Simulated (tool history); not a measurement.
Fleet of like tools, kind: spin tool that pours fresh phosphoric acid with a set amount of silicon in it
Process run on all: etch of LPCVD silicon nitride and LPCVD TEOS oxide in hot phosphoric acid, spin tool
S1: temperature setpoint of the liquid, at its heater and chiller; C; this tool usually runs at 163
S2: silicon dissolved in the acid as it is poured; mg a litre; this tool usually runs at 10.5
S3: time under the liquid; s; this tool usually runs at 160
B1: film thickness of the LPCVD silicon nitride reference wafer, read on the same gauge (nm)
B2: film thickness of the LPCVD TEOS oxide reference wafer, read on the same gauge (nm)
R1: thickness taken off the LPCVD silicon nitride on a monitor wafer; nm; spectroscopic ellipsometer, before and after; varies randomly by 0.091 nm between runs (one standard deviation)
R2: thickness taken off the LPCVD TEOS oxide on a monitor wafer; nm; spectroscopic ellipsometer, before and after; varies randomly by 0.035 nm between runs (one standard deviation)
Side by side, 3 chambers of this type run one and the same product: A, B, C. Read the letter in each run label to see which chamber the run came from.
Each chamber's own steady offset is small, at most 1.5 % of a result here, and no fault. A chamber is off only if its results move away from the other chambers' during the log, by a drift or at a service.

{"run": "1A", "day": 0.242, "S1": 163, "S2": 10.5, "S3": 160, "B1": 100.01, "B2": 40.014, "R1": 14.476, "R2": 0.9349}
{"run": "2C", "day": 0.362, "S1": 163, "S2": 10.5, "S3": 160, "B1": 99.996, "B2": 40.028, "R1": 14.274, "R2": 0.97572}
{"run": "3B", "day": 0.475, "S1": 163, "S2": 10.5, "S3": 160, "B1": 100.02, "B2": 39.982, "R1": 14.42, "R2": 0.93575}
{"run": "4B", "day": 0.7, "S1": 163, "S2": 10.5, "S3": 160, "B1": 99.995, "B2": 40.029, "R1": 14.449, "R2": 0.92387}
{"run": "5C", "day": 0.829, "S1": 163, "S2": 10.5, "S3": 160, "B1": 99.998, "B2": 39.998, "R1": 14.206, "R2": 0.93673}
{"run": "6A", "day": 0.992, "S1": 163, "S2": 10.5, "S3": 160, "B1": 99.973, "B2": 39.988, "R1": 14.374, "R2": 0.97223}
{"run": "7A", "day": 1.133, "S1": 163, "S2": 10.5, "S3": 160, "B1": 99.972, "B2": 39.992, "R1": 14.314, "R2": 0.86594}
{"run": "8C", "day": 1.262, "S1": 163, "S2": 10.5, "S3": 160, "B1": 100.01, "B2": 40.014, "R1": 14.288, "R2": 0.91304}
{"run": "9B", "day": 1.383, "S1": 163, "S2": 10.5, "S3": 160, "B1": 100.04, "B2": 39.996, "R1": 14.458, "R2": 0.87124}
{"run": "10B", "day": 1.592, "S1": 163, "S2": 10.5, "S3": 160, "B1": 100.03, "B2": 40.0, "R1": 14.402, "R2": 0.89647}
{"run": "11C", "day": 1.725, "S1": 163, "S2": 10.5, "S3": 160, "B1": 99.999, "B2": 40.003, "R1": 14.252, "R2": 0.98182}
{"run": "12A", "day": 1.929, "S1": 163, "S2": 10.5, "S3": 160, "B1": 99.99, "B2": 40.008, "R1": 14.407, "R2": 0.93838}
{"run": "13B", "day": 2.046, "S1": 163, "S2": 10.5, "S3": 160, "B1": 100.01, "B2": 39.995, "R1": 14.328, "R2": 0.88596}
{"run": "14C", "day": 2.221, "S1": 163, "S2": 10.5, "S3": 160, "B1": 99.997, "B2": 40.005, "R1": 14.359, "R2": 0.89936}
{"run": "15A", "day": 2.35, "S1": 163, "S2": 10.5, "S3": 160, "B1": 100.0, "B2": 40.0, "R1": 14.372, "R2": 0.90675}
{"run": "16B", "day": 2.529, "S1": 163, "S2": 10.5, "S3": 160, "B1": 100.01, "B2": 40.001, "R1": 14.215, "R2": 0.85854}
{"run": "17C", "day": 2.758, "S1": 163, "S2": 10.5, "S3": 160, "B1": 100.02, "B2": 40.011, "R1": 14.376, "R2": 0.89002}
{"run": "18A", "day": 2.967, "S1": 163, "S2": 10.5, "S3": 160, "B1": 99.98, "B2": 40.022, "R1": 14.273, "R2": 0.89504}
{"run": "19C", "day": 3.158, "S1": 163, "S2": 10.5, "S3": 160, "B1": 100.01, "B2": 40.007, "R1": 14.499, "R2": 0.95128}
{"run": "20A", "day": 3.329, "S1": 163, "S2": 10.5, "S3": 160, "B1": 100.01, "B2": 39.988, "R1": 14.277, "R2": 0.81329}
{"run": "21B", "day": 3.442, "S1": 163, "S2": 8.0, "S3": 160, "B1": 100.02, "B2": 40.01, "R1": 13.963, "R2": 0.83695}
{"run": "22A", "day": 3.675, "S1": 163, "S2": 8.0, "S3": 160, "B1": 99.973, "B2": 39.997, "R1": 14.341, "R2": 0.93567}
{"run": "23C", "day": 3.896, "S1": 163, "S2": 8.0, "S3": 160, "B1": 100.07, "B2": 40.006, "R1": 14.394, "R2": 0.9784}
{"day": 3.933, "done": "chamber A: thermometer replaced"}
{"run": "24B", "day": 4.108, "S1": 163, "S2": 10.5, "S3": 160, "B1": 99.953, "B2": 39.992, "R1": 13.696, "R2": 0.84767}
{"run": "25A", "day": 4.3, "S1": 163, "S2": 10.5, "S3": 160, "B1": 100.01, "B2": 39.995, "R1": 14.232, "R2": 0.97206}
{"run": "26C", "day": 4.542, "S1": 163, "S2": 14.0, "S3": 160, "B1": 99.997, "B2": 39.985, "R1": 14.299, "R2": 0.81453}
{"run": "27B", "day": 4.7, "S1": 163, "S2": 14.0, "S3": 160, "B1": 99.999, "B2": 39.988, "R1": 13.671, "R2": 0.76703}
{"run": "28C", "day": 4.858, "S1": 163, "S2": 14.0, "S3": 160, "B1": 100.03, "B2": 40.002, "R1": 14.365, "R2": 0.8325}
{"run": "29B", "day": 4.979, "S1": 163, "S2": 10.5, "S3": 160, "B1": 100.0, "B2": 40.009, "R1": 13.466, "R2": 0.80292}
{"run": "30A", "day": 5.217, "S1": 163, "S2": 10.5, "S3": 160, "B1": 100.05, "B2": 39.988, "R1": 14.305, "R2": 0.95091}
{"run": "31A", "day": 5.458, "S1": 163, "S2": 10.5, "S3": 160, "B1": 99.969, "B2": 40.027, "R1": 14.408, "R2": 0.95526}
{"run": "32C", "day": 5.654, "S1": 163, "S2": 10.5, "S3": 160, "B1": 99.99, "B2": 39.995, "R1": 14.245, "R2": 0.96082}
{"run": "33B", "day": 5.758, "S1": 163, "S2": 10.5, "S3": 160, "B1": 100.01, "B2": 40.006, "R1": 13.439, "R2": 0.80401}
{"run": "34C", "day": 5.996, "S1": 163, "S2": 10.5, "S3": 160, "B1": 99.987, "B2": 40.003, "R1": 14.306, "R2": 0.84771}
{"run": "35B", "day": 6.125, "S1": 163, "S2": 10.5, "S3": 160, "B1": 99.996, "B2": 39.985, "R1": 13.283, "R2": 0.81932}
{"run": "36A", "day": 6.262, "S1": 163, "S2": 10.5, "S3": 160, "B1": 99.995, "B2": 39.982, "R1": 14.342, "R2": 0.89804}
{"run": "37B", "day": 6.371, "S1": 163, "S2": 10.5, "S3": 160, "B1": 99.951, "B2": 40.012, "R1": 13.285, "R2": 0.73878}
{"run": "38A", "day": 6.6, "S1": 163, "S2": 10.5, "S3": 160, "B1": 100.05, "B2": 40.013, "R1": 14.13, "R2": 0.87083}

For the next run the whole fleet of 3 chambers uses the same settings. Give each chamber's results:
{"run": "39A", "day": 6.775, "S1": 163, "S2": 10.5, "S3": 200, "R1": "?", "R2": "?"}
{"run": "39B", "day": 6.775, "S1": 163, "S2": 10.5, "S3": 200, "R1": "?", "R2": "?"}
{"run": "39C", "day": 6.775, "S1": 163, "S2": 10.5, "S3": 200, "R1": "?", "R2": "?"}

run=39A R1=17.887 R2=1.20080
run=39B R1=16.672 R2=0.93725
run=39C R1=17.837 R2=1.21320

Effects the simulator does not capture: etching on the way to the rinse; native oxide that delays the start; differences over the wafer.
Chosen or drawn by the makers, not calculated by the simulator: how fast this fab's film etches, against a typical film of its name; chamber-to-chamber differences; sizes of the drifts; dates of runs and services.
